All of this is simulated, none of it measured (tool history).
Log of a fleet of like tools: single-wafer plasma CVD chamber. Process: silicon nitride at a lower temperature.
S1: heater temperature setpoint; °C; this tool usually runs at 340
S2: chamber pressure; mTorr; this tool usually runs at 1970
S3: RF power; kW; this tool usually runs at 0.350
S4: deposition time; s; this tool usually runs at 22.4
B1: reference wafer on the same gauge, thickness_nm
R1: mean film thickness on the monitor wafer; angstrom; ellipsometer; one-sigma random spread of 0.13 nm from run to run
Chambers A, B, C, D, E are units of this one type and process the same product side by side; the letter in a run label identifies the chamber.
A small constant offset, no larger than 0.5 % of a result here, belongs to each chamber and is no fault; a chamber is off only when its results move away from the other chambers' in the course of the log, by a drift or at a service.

run	hour	S1	S2	S3	S4	B1	R1
1C	6.7	340	1970	0.350	22.4	25.895	309.86
2A	19.4	340	1970	0.350	22.4	25.903	307.22
3E	29.4	340	1970	0.350	22.4	25.883	309.87
4B	37.7	340	1970	0.350	22.4	25.885	309.27
5D	43.8	340	1970	0.350	22.4	25.904	308.82
6D	54.1	340	1970	0.350	22.4	25.892	307.84
# hour 63.5: chamber A: capacitance manometer re-zeroed and calibrated
7A	63.6	340	1970	0.350	22.4	25.925	310.22
8C	75.0	340	1970	0.350	22.4	25.888	310.82
9E	81.6	340	1970	0.350	22.4	25.897	307.04
10B	88.7	340	1970	0.350	22.4	25.916	311.48
11B	95.9	340	1970	0.350	22.4	25.913	309.50
# hour 104.5: chamber A: RF generator calibrated
12D	108.5	340	1970	0.350	22.4	25.919	309.85
13E	116.1	340	1970	0.350	22.4	25.902	303.76
14A	125.8	340	1970	0.350	22.4	25.891	306.90
15C	132.9	340	1970	0.350	22.4	25.924	310.14
16E	141.6	340	1970	0.350	22.4	25.876	302.48
17B	149.5	340	1970	0.350	22.4	25.915	309.50
18C	156.2	340	1970	0.350	22.4	25.909	312.09
19D	164.0	340	1970	0.350	22.4	25.899	309.81
20A	175.5	340	1970	0.350	22.4	25.913	306.85
21C	186.2	340	1970	0.350	22.4	25.916	311.53
22B	198.4	340	2390	0.350	23.9	25.867	345.15
23D	208.5	340	2390	0.350	23.9	25.913	348.56
24A	219.3	340	2390	0.350	23.9	25.916	344.78
25E	228.5	340	2390	0.350	23.9	25.899	335.33
26B	239.1	340	2390	0.350	23.9	25.897	346.81
27C	249.9	340	1970	0.350	22.4	25.892	310.93
28A	257.9	340	1970	0.350	22.4	25.905	307.46
29D	267.7	340	1970	0.350	22.4	25.887	307.99
# hour 273.0: chamber D: thermocouple changed; heater temperature recalibrated
30E	274.6	340	1970	0.350	22.4	25.903	297.25
31C	281.7	340	1970	0.350	22.4	25.940	310.57
32D	292.8	340	1970	0.350	22.4	25.901	307.76
# hour 303.1: chamber E: capacitance manometer re-zeroed and calibrated
33E	303.2	330	1970	0.405	22.4	25.906	329.05
34B	312.4	330	1970	0.405	22.4	25.891	339.23
35A	320.3	330	1970	0.405	22.4	25.887	338.16
36E	331.5	330	1970	0.405	22.4	25.896	328.26

Is one chamber out of step, is the gauge drifting, or do the chambers differ by no more than their own small offsets? For an off chamber, give its letter and the likeliest cause.

Chamber E drifts away from the others.
What lies behind it: delivered RF power below the setpoint (%) = 7.01.

Chamber E could run next with any of the 4 candidate recipes listed below; each alters the usual settings, and their results appear as question marks. Which one brings its results back in line with what the other chambers deliver on the usual settings?
Maximum distance from the other chambers' mean on the usual settings for a result to count as in line: R1 4.50 angstrom
37E-1	340.6	340	1970	0.340	22.4		?
37E-2	340.6	340	1990	0.355	23.0		?
37E-3	340.6	340	1970	0.345	21.7		?
37E-4	340.6	340	1980	0.350	22.7		?

On the usual settings, the other chambers give on average: R1 309.17 angstrom
run	R1
37E-1	290.37
37E-2	307.64
37E-3	284.08
37E-4	300.39
37E-2 puts the chamber back in line with the other chambers.

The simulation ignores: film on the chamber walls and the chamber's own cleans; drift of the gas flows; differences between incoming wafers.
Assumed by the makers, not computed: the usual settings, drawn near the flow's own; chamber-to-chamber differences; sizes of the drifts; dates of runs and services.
